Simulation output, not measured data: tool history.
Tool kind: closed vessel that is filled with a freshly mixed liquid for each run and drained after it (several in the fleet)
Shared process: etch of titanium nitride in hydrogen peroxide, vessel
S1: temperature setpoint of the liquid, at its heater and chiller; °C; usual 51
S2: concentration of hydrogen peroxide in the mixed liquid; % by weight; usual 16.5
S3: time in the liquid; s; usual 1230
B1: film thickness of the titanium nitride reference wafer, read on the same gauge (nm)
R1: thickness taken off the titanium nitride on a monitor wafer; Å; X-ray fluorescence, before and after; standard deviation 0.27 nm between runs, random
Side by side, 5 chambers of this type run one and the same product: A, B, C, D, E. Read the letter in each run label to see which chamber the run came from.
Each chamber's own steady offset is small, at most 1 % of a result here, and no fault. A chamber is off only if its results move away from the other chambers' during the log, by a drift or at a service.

run,hour,S1,S2,S3,B1,R1
1B,9.7,51,16.5,1230,119.99,314.77
2C,16.9,51,16.5,1230,120.01,317.18
3E,21.2,51,16.5,1230,119.99,316.61
4A,29.0,51,16.5,1230,120.02,314.53
5D,34.6,51,16.5,1230,120.00,319.96
6D,39.8,51,16.5,1230,119.99,315.00
7C,46.6,51,16.5,1230,120.00,311.72
8E,53.6,51,16.5,1230,119.99,314.79
# hour 60.1: chamber A: peroxide flow meter replaced
9B,62.3,51,16.5,1230,120.00,315.49
# hour 64.0: chamber A: new drum of peroxide connected
10A,71.5,51,16.5,1230,120.00,317.72
11B,80.4,51,16.5,1230,120.01,325.05
12C,89.8,51,16.5,1230,120.00,319.43
13E,98.6,51,16.5,1230,120.00,318.92
14D,106.0,51,16.5,1230,119.99,317.41
15A,111.1,51,16.5,1230,120.00,316.33
# hour 113.0: chamber D: new drum of peroxide connected
16B,118.3,51,16.5,1230,119.99,325.97
17A,123.8,51,16.5,1230,120.01,316.49
18D,129.6,51,16.5,1230,120.00,319.65
19E,134.0,51,16.5,1230,119.99,320.94
20C,139.6,51,16.5,1230,120.00,316.45
# hour 147.1: chamber C: new drum of peroxide connected
21E,147.2,51,16.5,1230,120.01,316.16
22B,155.9,51,16.5,1230,120.00,329.06
23D,160.6,51,16.5,625,119.98,160.51
24C,167.5,51,16.5,625,120.00,159.92
25A,176.6,51,16.5,625,120.00,162.23
26D,182.0,51,16.5,625,120.00,161.39
27A,187.4,51,16.5,625,120.01,161.88
28B,195.4,51,16.5,1230,120.01,336.64
29C,204.4,51,16.5,1230,120.00,316.07
30E,213.7,51,18.5,1695,120.00,446.02
31E,222.2,51,18.5,1695,120.00,456.49

Each of the 5 chambers runs these same settings next. Fill in every chamber's results:
32A,229.2,51,16.5,1230,,?
32B,229.2,51,16.5,1230,,?
32C,229.2,51,16.5,1230,,?
32D,229.2,51,16.5,1230,,?
32E,229.2,51,16.5,1230,,?

run,R1
32A,316.99
32B,343.21
32C,313.68
32D,315.32
32E,317.51
